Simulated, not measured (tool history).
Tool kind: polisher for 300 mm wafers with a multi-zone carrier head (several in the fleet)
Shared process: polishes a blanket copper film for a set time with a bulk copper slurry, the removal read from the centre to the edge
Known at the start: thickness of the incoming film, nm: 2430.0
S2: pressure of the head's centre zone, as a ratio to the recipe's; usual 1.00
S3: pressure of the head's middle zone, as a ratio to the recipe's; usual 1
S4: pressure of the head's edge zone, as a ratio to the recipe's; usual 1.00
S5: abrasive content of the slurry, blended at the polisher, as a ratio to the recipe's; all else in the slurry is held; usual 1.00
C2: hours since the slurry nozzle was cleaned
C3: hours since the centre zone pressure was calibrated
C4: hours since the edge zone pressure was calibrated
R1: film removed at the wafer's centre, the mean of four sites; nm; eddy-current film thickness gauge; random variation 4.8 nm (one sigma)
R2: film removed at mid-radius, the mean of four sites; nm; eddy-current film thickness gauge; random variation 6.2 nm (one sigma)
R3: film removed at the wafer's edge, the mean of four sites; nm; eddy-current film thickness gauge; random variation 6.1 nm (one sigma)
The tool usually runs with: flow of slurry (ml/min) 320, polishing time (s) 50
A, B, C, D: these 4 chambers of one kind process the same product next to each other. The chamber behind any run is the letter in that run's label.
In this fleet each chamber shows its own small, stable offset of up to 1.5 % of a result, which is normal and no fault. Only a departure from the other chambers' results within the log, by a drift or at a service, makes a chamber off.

{"run": "1B", "day": 0.1, "flow of slurry (ml/min)": 320, "S2": 1.0, "S3": 1, "S4": 1.0, "S5": 1.0, "polishing time (s)": 50, "wafers polished on this pad": 484, "C2": 525.5, "C3": 754.8, "C4": 426.3, "R1": 437.81, "R2": 443.82, "R3": 437.38}
{"run": "2A", "day": 0.2, "flow of slurry (ml/min)": 320, "S2": 1.0, "S3": 1, "S4": 1.0, "S5": 1.0, "polishing time (s)": 50, "wafers polished on this pad": 867, "C2": 29.7, "C3": 90.6, "C4": 910.5, "R1": 462.04, "R2": 452.29, "R3": 445.41}
{"run": "3C", "day": 0.283, "flow of slurry (ml/min)": 320, "S2": 1.0, "S3": 1, "S4": 1.0, "S5": 1.0, "polishing time (s)": 50, "wafers polished on this pad": 703, "C2": 330.9, "C3": 320.3, "C4": 1186.4, "R1": 450.78, "R2": 449.88, "R3": 439.25}
{"run": "4D", "day": 0.4, "flow of slurry (ml/min)": 320, "S2": 1.0, "S3": 1, "S4": 1.0, "S5": 1.0, "polishing time (s)": 50, "wafers polished on this pad": 897, "C2": 784.7, "C3": 107.4, "C4": 295.4, "R1": 451.8, "R2": 449.31, "R3": 441.17}
{"run": "5B", "day": 0.525, "flow of slurry (ml/min)": 320, "S2": 1.0, "S3": 1, "S4": 1.0, "S5": 1.0, "polishing time (s)": 50, "wafers polished on this pad": 628, "C2": 535.7, "C3": 765.0, "C4": 436.5, "R1": 447.63, "R2": 442.23, "R3": 453.75}
{"day": 0.629, "done": "chamber D: slurry nozzle cleaned"}
{"run": "6C", "day": 0.7, "flow of slurry (ml/min)": 320, "S2": 1.0, "S3": 1, "S4": 1.0, "S5": 1.0, "polishing time (s)": 50, "wafers polished on this pad": 845, "C2": 340.9, "C3": 330.3, "C4": 1196.4, "R1": 454.93, "R2": 459.28, "R3": 453.44}
{"day": 0.808, "done": "chamber C: worn pad replaced by a new one"}
{"run": "7A", "day": 0.838, "flow of slurry (ml/min)": 320, "S2": 1.0, "S3": 1, "S4": 1.08, "S5": 1.25, "polishing time (s)": 50, "wafers polished on this pad": 1083, "C2": 45.0, "C3": 105.9, "C4": 925.8, "R1": 471.18, "R2": 470.27, "R3": 484.28}
{"run": "8D", "day": 0.946, "flow of slurry (ml/min)": 320, "S2": 1.0, "S3": 1, "S4": 1.08, "S5": 1.25, "polishing time (s)": 50, "wafers polished on this pad": 1082, "C2": 7.6, "C3": 120.5, "C4": 308.5, "R1": 471.24, "R2": 471.79, "R3": 477.97}
{"run": "9B", "day": 1.042, "flow of slurry (ml/min)": 320, "S2": 1.0, "S3": 1, "S4": 1.08, "S5": 1.25, "polishing time (s)": 50, "wafers polished on this pad": 804, "C2": 548.1, "C3": 777.4, "C4": 448.9, "R1": 469.71, "R2": 455.11, "R3": 488.53}
{"day": 1.071, "done": "chamber A: worn pad replaced by a new one"}
{"day": 1.104, "done": "chamber B: worn pad replaced by a new one"}
{"run": "10A", "day": 1.217, "flow of slurry (ml/min)": 320, "S2": 1.0, "S3": 1, "S4": 1.08, "S5": 1.25, "polishing time (s)": 50, "wafers polished on this pad": 50, "C2": 54.1, "C3": 115.0, "C4": 934.9, "R1": 470.5, "R2": 478.24, "R3": 494.32}
{"run": "11D", "day": 1.296, "flow of slurry (ml/min)": 320, "S2": 1.0, "S3": 1, "S4": 1.0, "S5": 1.0, "polishing time (s)": 50, "wafers polished on this pad": 1201, "C2": 16.0, "C3": 128.9, "C4": 316.9, "R1": 454.25, "R2": 452.52, "R3": 450.08}
{"run": "12C", "day": 1.471, "flow of slurry (ml/min)": 320, "S2": 1.0, "S3": 1, "S4": 1.0, "S5": 0.85, "polishing time (s)": 44, "wafers polished on this pad": 226, "C2": 359.4, "C3": 348.8, "C4": 1214.9, "R1": 399.15, "R2": 382.25, "R3": 377.08}
{"run": "13B", "day": 1.592, "flow of slurry (ml/min)": 320, "S2": 1.0, "S3": 1, "S4": 1.0, "S5": 0.85, "polishing time (s)": 44, "wafers polished on this pad": 165, "C2": 561.3, "C3": 790.6, "C4": 462.1, "R1": 378.69, "R2": 377.57, "R3": 384.78}
{"day": 1.717, "done": "chamber B: slurry nozzle cleaned"}
{"run": "14D", "day": 1.742, "flow of slurry (ml/min)": 320, "S2": 1.0, "S3": 1, "S4": 1.0, "S5": 0.85, "polishing time (s)": 44, "wafers polished on this pad": 1353, "C2": 26.7, "C3": 139.6, "C4": 327.6, "R1": 384.1, "R2": 378.6, "R3": 373.14}
{"day": 1.779, "done": "chamber D: worn pad replaced by a new one"}
{"run": "15A", "day": 1.875, "flow of slurry (ml/min)": 320, "S2": 1.0, "S3": 1, "S4": 1.0, "S5": 0.85, "polishing time (s)": 44, "wafers polished on this pad": 274, "C2": 69.9, "C3": 130.8, "C4": 950.7, "R1": 384.57, "R2": 384.12, "R3": 379.57}
{"run": "16C", "day": 1.988, "flow of slurry (ml/min)": 320, "S2": 1.0, "S3": 1, "S4": 1.0, "S5": 1.0, "polishing time (s)": 50, "wafers polished on this pad": 402, "C2": 371.8, "C3": 361.2, "C4": 1227.3, "R1": 483.76, "R2": 460.64, "R3": 438.8}
{"run": "17A", "day": 2.142, "flow of slurry (ml/min)": 320, "S2": 1.0, "S3": 1, "S4": 1.0, "S5": 1.0, "polishing time (s)": 50, "wafers polished on this pad": 364, "C2": 76.3, "C3": 137.2, "C4": 957.1, "R1": 444.75, "R2": 457.41, "R3": 446.58}
{"day": 2.158, "done": "chamber B: edge zone pressure recalibrated"}
{"day": 2.158, "done": "chamber A: edge zone pressure recalibrated"}
{"run": "18C", "day": 2.304, "flow of slurry (ml/min)": 320, "S2": 1.0, "S3": 1, "S4": 1.0, "S5": 1.0, "polishing time (s)": 50, "wafers polished on this pad": 509, "C2": 379.4, "C3": 368.8, "C4": 1234.9, "R1": 484.68, "R2": 452.78, "R3": 454.5}
{"run": "19B", "day": 2.425, "flow of slurry (ml/min)": 320, "S2": 1.0, "S3": 1, "S4": 1.0, "S5": 1.0, "polishing time (s)": 50, "wafers polished on this pad": 449, "C2": 17.0, "C3": 810.6, "C4": 6.4, "R1": 444.14, "R2": 450.8, "R3": 448.94}
{"run": "20D", "day": 2.567, "flow of slurry (ml/min)": 320, "S2": 1.0, "S3": 1, "S4": 1.0, "S5": 1.0, "polishing time (s)": 50, "wafers polished on this pad": 268, "C2": 46.5, "C3": 159.4, "C4": 347.4, "R1": 448.39, "R2": 446.97, "R3": 442.75}
{"run": "21A", "day": 2.646, "flow of slurry (ml/min)": 320, "S2": 1.0, "S3": 1, "S4": 1.0, "S5": 1.0, "polishing time (s)": 50, "wafers polished on this pad": 536, "C2": 88.4, "C3": 149.3, "C4": 11.8, "R1": 451.16, "R2": 439.4, "R3": 448.85}
{"run": "22B", "day": 2.821, "flow of slurry (ml/min)": 320, "S2": 1.0, "S3": 1, "S4": 1.0, "S5": 1.0, "polishing time (s)": 50, "wafers polished on this pad": 583, "C2": 26.5, "C3": 820.1, "C4": 15.9, "R1": 446.14, "R2": 449.18, "R3": 445.79}
{"run": "23D", "day": 2.958, "flow of slurry (ml/min)": 320, "S2": 0.91, "S3": 1, "S4": 1.0, "S5": 1.0, "polishing time (s)": 50, "wafers polished on this pad": 401, "C2": 55.9, "C3": 168.8, "C4": 356.8, "R1": 405.96, "R2": 447.89, "R3": 442.09}
{"run": "24C", "day": 3.117, "flow of slurry (ml/min)": 320, "S2": 0.91, "S3": 1, "S4": 1.0, "S5": 1.0, "polishing time (s)": 50, "wafers polished on this pad": 785, "C2": 398.9, "C3": 388.3, "C4": 1254.4, "R1": 445.72, "R2": 456.62, "R3": 440.83}
{"run": "25A", "day": 3.292, "flow of slurry (ml/min)": 320, "S2": 0.91, "S3": 1, "S4": 1.0, "S5": 1.0, "polishing time (s)": 50, "wafers polished on this pad": 755, "C2": 103.9, "C3": 164.8, "C4": 27.3, "R1": 409.82, "R2": 450.1, "R3": 446.55}
{"run": "26D", "day": 3.438, "flow of slurry (ml/min)": 320, "S2": 0.91, "S3": 1, "S4": 1.0, "S5": 1.0, "polishing time (s)": 50, "wafers polished on this pad": 564, "C2": 67.4, "C3": 180.3, "C4": 368.3, "R1": 403.92, "R2": 440.55, "R3": 431.85}

Does one chamber stand apart from the rest, does the shared gauge drift, or is all well apart from small per-chamber offsets? Give the chamber and the most likely cause, where there is one.

One chamber, C, drifts off from the rest bit by bit.
Likeliest cause: centre zone's pressure above its setpoint, % = 10.9.

Chamber C could run next with any of the 4 candidate recipes listed below; each alters the usual settings, and their results appear as question marks. Which one brings its results back in line with what the other chambers deliver on the usual settings?
Maximum distance from the other chambers' mean on the usual settings for a result to count as in line: R1 17.00 nm; R2 22.00 nm; R3 21.00 nm
{"run": "27C-1", "day": 3.562, "flow of slurry (ml/min)": 325, "S2": 1.09, "S3": 1.0, "S4": 0.96, "S5": 1.0, "polishing time (s)": 51, "R1": "?", "R2": "?", "R3": "?"}
{"run": "27C-2", "day": 3.562, "flow of slurry (ml/min)": 315, "S2": 0.91, "S3": 1.0, "S4": 1.04, "S5": 1.0, "polishing time (s)": 49, "R1": "?", "R2": "?", "R3": "?"}
{"run": "27C-3", "day": 3.562, "flow of slurry (ml/min)": 305, "S2": 0.83, "S3": 1.0, "S4": 1.1, "S5": 1.0, "polishing time (s)": 48, "R1": "?", "R2": "?", "R3": "?"}
{"run": "27C-4", "day": 3.562, "flow of slurry (ml/min)": 345, "S2": 1.17, "S3": 0.97, "S4": 0.86, "S5": 1.0, "polishing time (s)": 53, "R1": "?", "R2": "?", "R3": "?"}

Usual-settings mean across the other chambers: R1 450.14 nm; R2 446.50 nm; R3 447.35 nm
run=27C-1 R1=571.11 R2=463.70 R3=442.61
run=27C-2 R1=449.44 R2=444.69 R3=442.81
run=27C-3 R1=396.47 R2=434.47 R3=446.29
run=27C-4 R1=644.09 R2=470.71 R3=436.75
27C-2 puts the chamber back in line with the other chambers.
